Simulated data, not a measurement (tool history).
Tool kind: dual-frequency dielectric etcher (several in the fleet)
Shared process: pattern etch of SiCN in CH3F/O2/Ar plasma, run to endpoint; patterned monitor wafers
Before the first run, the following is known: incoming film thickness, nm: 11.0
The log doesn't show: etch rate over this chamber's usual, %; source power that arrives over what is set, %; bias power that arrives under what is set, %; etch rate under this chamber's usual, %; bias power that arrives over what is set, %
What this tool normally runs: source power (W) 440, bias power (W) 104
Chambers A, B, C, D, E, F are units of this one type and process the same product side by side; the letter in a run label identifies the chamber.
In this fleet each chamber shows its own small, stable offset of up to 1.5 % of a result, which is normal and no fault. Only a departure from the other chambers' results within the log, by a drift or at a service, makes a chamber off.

run   hour  source power (W)  bias power (W)  hours since the last wet clean  hours since the last source power generator calibration  hours since the last bias power generator calibration  endpoint time (s)
 1E      7               440             104                           294.3                                                   3057.6                                                 1876.5             24.721
 2B   13.3               440             104                           386.7                                                    673.5                                                  451.9             24.823
      16.5  -- chamber B: wet clean of the chamber
 3A   22.1               440             104                           203.5                                                   2706.7                                                 3419.5             24.825
 4D   33.7               440             104                           535.7                                                    218.7                                                 2420.7              24.78
      36.2  -- chamber C: source power generator calibrated
      38.1  -- chamber E: source power generator calibrated
 5C   45.9               440             104                           313.7                                                      9.7                                                   1779             25.146
      51.2  -- chamber D: wet clean of the chamber
 6F   57.9               440             104                             421                                                    835.9                                                 1673.6             24.713
 7C   67.7               440             104                           335.5                                                     31.5                                                 1800.8              25.17
 8A   75.8               440             104                           257.2                                                   2760.4                                                 3473.2             24.797
 9B   88.7               440             104                            72.2                                                    748.9                                                  527.3             24.528
10F     96               440             104                           459.1                                                      874                                                 1711.7             24.793
11D  104.1               440             104                              53                                                    289.1                                                 2491.1             24.869
12E  116.6               500             119                           403.9                                                     78.6                                                 1986.1             22.224
13D  129.3               500             119                            78.2                                                    314.3                                                 2516.3             22.435
14A  136.3               500             119                           317.7                                                   2820.9                                                 3533.7             22.327
15F  148.1               500             119                           511.2                                                    926.1                                                 1763.8              22.48
16B  154.7               500             119                           138.2                                                    814.9                                                  593.3             22.348
17E  164.1               500             119                           451.4                                                    126.1                                                 2033.6             22.314
     167.5  -- chamber A: wet clean of the chamber
18C  171.4               440             104                           439.2                                                    135.2                                                 1904.5             25.041
     173.6  -- chamber A: source power generator calibrated
19B  182.3               440             104                           165.8                                                    842.5                                                  620.9             24.577
     188.3  -- chamber E: wet clean of the chamber
     192.6  -- chamber F: wet clean of the chamber
20C  195.7               360             128                           463.5                                                    159.5                                                 1928.8             24.918
21F  203.1               360             128                            10.6                                                    981.1                                                 1818.8             24.445
22D  210.8               360             128                           159.7                                                    395.8                                                 2597.8             24.686
23A  219.2               360             128                            51.7                                                     45.7                                                 3616.6             24.726
24E  226.9               360             128                            38.7                                                    188.9                                                 2096.4             24.383
       229  -- chamber C: wet clean of the chamber
25B  232.9               360             128                           216.4                                                    893.1                                                  671.5             24.533
26E  239.4               440             104                            51.2                                                    201.4                                                 2108.9             24.606
27C  251.2               440             104                            22.3                                                      215                                                 1984.3             25.173
28F  257.2               440             104                            64.7                                                   1035.2                                                 1872.9             24.577
29D  265.9               440             104                           214.8                                                    450.9                                                 2652.9             24.847
30A    275               440             104                           107.5                                                    101.5                                                 3672.4              24.69
31A    281               440             104                           113.5                                                    107.5                                                 3678.4             24.705
32F  290.1               440             104                            97.6                                                   1068.1                                                 1905.8             24.713
33D  300.2               440             104                           249.1                                                    485.2                                                 2687.2              24.99
34B  313.7               500             117                           297.2                                                    973.9                                                  752.3             22.341
35E  319.7               500             117                           131.5                                                    281.7                                                 2189.2             22.516
36C  327.6               500             117                            98.7                                                    291.4                                                 2060.7             22.895

Each of the 6 chambers runs these same settings next. Fill in every chamber's results:
37A  337.4               440             104                                                                                                                                                                  ?
37B  337.4               440             104                                                                                                                                                                  ?
37C  337.4               440             104                                                                                                                                                                  ?
37D  337.4               440             104                                                                                                                                                                  ?
37E  337.4               440             104                                                                                                                                                                  ?
37F  337.4               440             104                                                                                                                                                                  ?

run  endpoint time (s)
37A             24.821
37B             24.724
37C             25.236
37D             24.782
37E             24.777
37F             24.574

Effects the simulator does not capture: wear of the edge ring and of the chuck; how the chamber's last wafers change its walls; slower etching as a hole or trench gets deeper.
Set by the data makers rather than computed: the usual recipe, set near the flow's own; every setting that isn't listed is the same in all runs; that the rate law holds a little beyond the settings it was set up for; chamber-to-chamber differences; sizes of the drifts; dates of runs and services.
